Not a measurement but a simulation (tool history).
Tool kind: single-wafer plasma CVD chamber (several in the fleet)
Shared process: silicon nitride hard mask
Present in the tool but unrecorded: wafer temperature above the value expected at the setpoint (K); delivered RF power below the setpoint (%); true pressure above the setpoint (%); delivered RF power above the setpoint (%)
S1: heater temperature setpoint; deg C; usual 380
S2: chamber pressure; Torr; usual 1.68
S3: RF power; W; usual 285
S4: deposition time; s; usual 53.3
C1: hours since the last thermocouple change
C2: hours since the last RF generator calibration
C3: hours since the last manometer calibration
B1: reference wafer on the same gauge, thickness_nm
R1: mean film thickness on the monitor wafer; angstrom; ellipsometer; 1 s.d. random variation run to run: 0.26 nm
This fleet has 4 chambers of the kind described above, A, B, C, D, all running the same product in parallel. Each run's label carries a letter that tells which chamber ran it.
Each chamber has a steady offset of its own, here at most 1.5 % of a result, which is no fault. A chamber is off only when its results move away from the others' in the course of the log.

{"run": "1C", "day": 0.271, "S1": 380, "S2": 1.68, "S3": 285, "S4": 53.3, "C1": 944.3, "C2": 747.7, "C3": 1274.5, "B1": 68.922, "R1": 599.99}
{"run": "2A", "day": 0.575, "S1": 380, "S2": 1.68, "S3": 285, "S4": 53.3, "C1": 27.5, "C2": 1686.8, "C3": 722.4, "B1": 68.917, "R1": 606.94}
{"run": "3D", "day": 0.792, "S1": 380, "S2": 1.68, "S3": 285, "S4": 53.3, "C1": 74.1, "C2": 1159.8, "C3": 286.2, "B1": 68.833, "R1": 616.28}
{"run": "4B", "day": 1.158, "S1": 380, "S2": 1.68, "S3": 285, "S4": 53.3, "C1": 623.9, "C2": 269.6, "C3": 195.6, "B1": 68.82, "R1": 612.45}
{"run": "5C", "day": 1.508, "S1": 380, "S2": 1.68, "S3": 285, "S4": 53.3, "C1": 974.0, "C2": 777.4, "C3": 1304.2, "B1": 68.937, "R1": 602.35}
{"run": "6D", "day": 1.721, "S1": 380, "S2": 1.68, "S3": 285, "S4": 53.3, "C1": 96.4, "C2": 1182.1, "C3": 308.5, "B1": 68.888, "R1": 614.61}
{"run": "7A", "day": 1.958, "S1": 380, "S2": 1.68, "S3": 285, "S4": 53.3, "C1": 60.7, "C2": 1720.0, "C3": 755.6, "B1": 68.951, "R1": 603.26}
{"run": "8B", "day": 2.308, "S1": 380, "S2": 1.68, "S3": 285, "S4": 53.3, "C1": 651.5, "C2": 297.2, "C3": 223.2, "B1": 68.895, "R1": 609.08}
{"run": "9C", "day": 2.55, "S1": 380, "S2": 1.68, "S3": 285, "S4": 53.3, "C1": 999.0, "C2": 802.4, "C3": 1329.2, "B1": 68.891, "R1": 601.92}
{"run": "10A", "day": 2.767, "S1": 380, "S2": 1.68, "S3": 285, "S4": 53.3, "C1": 80.1, "C2": 1739.4, "C3": 775.0, "B1": 68.869, "R1": 607.26}
{"run": "11D", "day": 2.942, "S1": 380, "S2": 1.68, "S3": 285, "S4": 53.3, "C1": 125.7, "C2": 1211.4, "C3": 337.8, "B1": 68.866, "R1": 613.1}
{"run": "12B", "day": 3.192, "S1": 380, "S2": 1.68, "S3": 285, "S4": 53.3, "C1": 672.7, "C2": 318.4, "C3": 244.4, "B1": 68.974, "R1": 607.07}
{"run": "13A", "day": 3.417, "S1": 380, "S2": 1.68, "S3": 285, "S4": 53.3, "C1": 95.7, "C2": 1755.0, "C3": 790.6, "B1": 68.85, "R1": 607.51}
{"run": "14B", "day": 3.65, "S1": 380, "S2": 1.68, "S3": 285, "S4": 53.3, "C1": 683.7, "C2": 329.4, "C3": 255.4, "B1": 68.886, "R1": 608.86}
{"run": "15D", "day": 3.854, "S1": 380, "S2": 1.68, "S3": 285, "S4": 53.3, "C1": 147.6, "C2": 1233.3, "C3": 359.7, "B1": 68.846, "R1": 614.03}
{"run": "16C", "day": 4.038, "S1": 380, "S2": 1.68, "S3": 285, "S4": 53.3, "C1": 1034.7, "C2": 838.1, "C3": 1364.9, "B1": 68.835, "R1": 600.68}
{"run": "17B", "day": 4.208, "S1": 389, "S2": 2.02, "S3": 285, "S4": 53.3, "C1": 697.1, "C2": 342.8, "C3": 268.8, "B1": 68.882, "R1": 636.01}
{"run": "18C", "day": 4.375, "S1": 389, "S2": 2.02, "S3": 285, "S4": 53.3, "C1": 1042.8, "C2": 846.2, "C3": 1373.0, "B1": 68.964, "R1": 633.8}
{"run": "19A", "day": 4.754, "S1": 389, "S2": 2.02, "S3": 285, "S4": 53.3, "C1": 127.8, "C2": 1787.1, "C3": 822.7, "B1": 69.0, "R1": 629.73}
{"run": "20D", "day": 5.079, "S1": 389, "S2": 2.02, "S3": 285, "S4": 53.3, "C1": 177.0, "C2": 1262.7, "C3": 389.1, "B1": 68.951, "R1": 638.39}
{"run": "21D", "day": 5.296, "S1": 380, "S2": 1.68, "S3": 285, "S4": 53.3, "C1": 182.2, "C2": 1267.9, "C3": 394.3, "B1": 68.943, "R1": 617.3}
{"run": "22A", "day": 5.579, "S1": 380, "S2": 1.68, "S3": 285, "S4": 53.3, "C1": 147.6, "C2": 1806.9, "C3": 842.5, "B1": 68.891, "R1": 602.96}
{"run": "23C", "day": 5.817, "S1": 380, "S2": 1.68, "S3": 285, "S4": 53.3, "C1": 1077.4, "C2": 880.8, "C3": 1407.6, "B1": 68.914, "R1": 600.53}
{"run": "24B", "day": 6.1, "S1": 380, "S2": 1.82, "S3": 285, "S4": 45.1, "C1": 742.5, "C2": 388.2, "C3": 314.2, "B1": 68.926, "R1": 529.31}
{"run": "25C", "day": 6.271, "S1": 380, "S2": 1.82, "S3": 285, "S4": 45.1, "C1": 1088.3, "C2": 891.7, "C3": 1418.5, "B1": 68.909, "R1": 521.36}
{"run": "26A", "day": 6.454, "S1": 380, "S2": 1.82, "S3": 285, "S4": 45.1, "C1": 168.6, "C2": 1827.9, "C3": 863.5, "B1": 68.886, "R1": 524.18}
{"run": "27D", "day": 6.671, "S1": 380, "S2": 1.82, "S3": 285, "S4": 45.1, "C1": 215.2, "C2": 1300.9, "C3": 427.3, "B1": 68.818, "R1": 528.03}
{"run": "28B", "day": 6.912, "S1": 380, "S2": 1.68, "S3": 285, "S4": 53.3, "C1": 762.0, "C2": 407.7, "C3": 333.7, "B1": 68.862, "R1": 610.52}
{"run": "29D", "day": 7.238, "S1": 380, "S2": 1.68, "S3": 285, "S4": 53.3, "C1": 228.8, "C2": 1314.5, "C3": 440.9, "B1": 68.908, "R1": 609.66}
{"run": "30A", "day": 7.533, "S1": 380, "S2": 1.68, "S3": 285, "S4": 53.3, "C1": 194.5, "C2": 1853.8, "C3": 889.4, "B1": 68.911, "R1": 606.17}
{"run": "31C", "day": 7.758, "S1": 380, "S2": 1.68, "S3": 285, "S4": 53.3, "C1": 1124.0, "C2": 927.4, "C3": 1454.2, "B1": 68.937, "R1": 603.05}
{"run": "32B", "day": 7.95, "S1": 380, "S2": 1.68, "S3": 285, "S4": 53.3, "C1": 786.9, "C2": 432.6, "C3": 358.6, "B1": 68.955, "R1": 610.82}
{"run": "33D", "day": 8.304, "S1": 380, "S2": 1.68, "S3": 285, "S4": 53.3, "C1": 254.4, "C2": 1340.1, "C3": 466.5, "B1": 68.916, "R1": 614.08}
{"run": "34B", "day": 8.662, "S1": 380, "S2": 1.68, "S3": 285, "S4": 53.3, "C1": 804.0, "C2": 449.7, "C3": 375.7, "B1": 68.852, "R1": 605.02}
{"run": "35C", "day": 8.883, "S1": 380, "S2": 1.68, "S3": 285, "S4": 53.3, "C1": 1151.0, "C2": 954.4, "C3": 1481.2, "B1": 68.928, "R1": 605.7}

Is one chamber out of step, is the gauge drifting, or do the chambers differ by no more than their own small offsets? For an off chamber, give its letter and the likeliest cause.

Beyond each chamber's small constant offset nothing stands out, and the gauge stays steady.

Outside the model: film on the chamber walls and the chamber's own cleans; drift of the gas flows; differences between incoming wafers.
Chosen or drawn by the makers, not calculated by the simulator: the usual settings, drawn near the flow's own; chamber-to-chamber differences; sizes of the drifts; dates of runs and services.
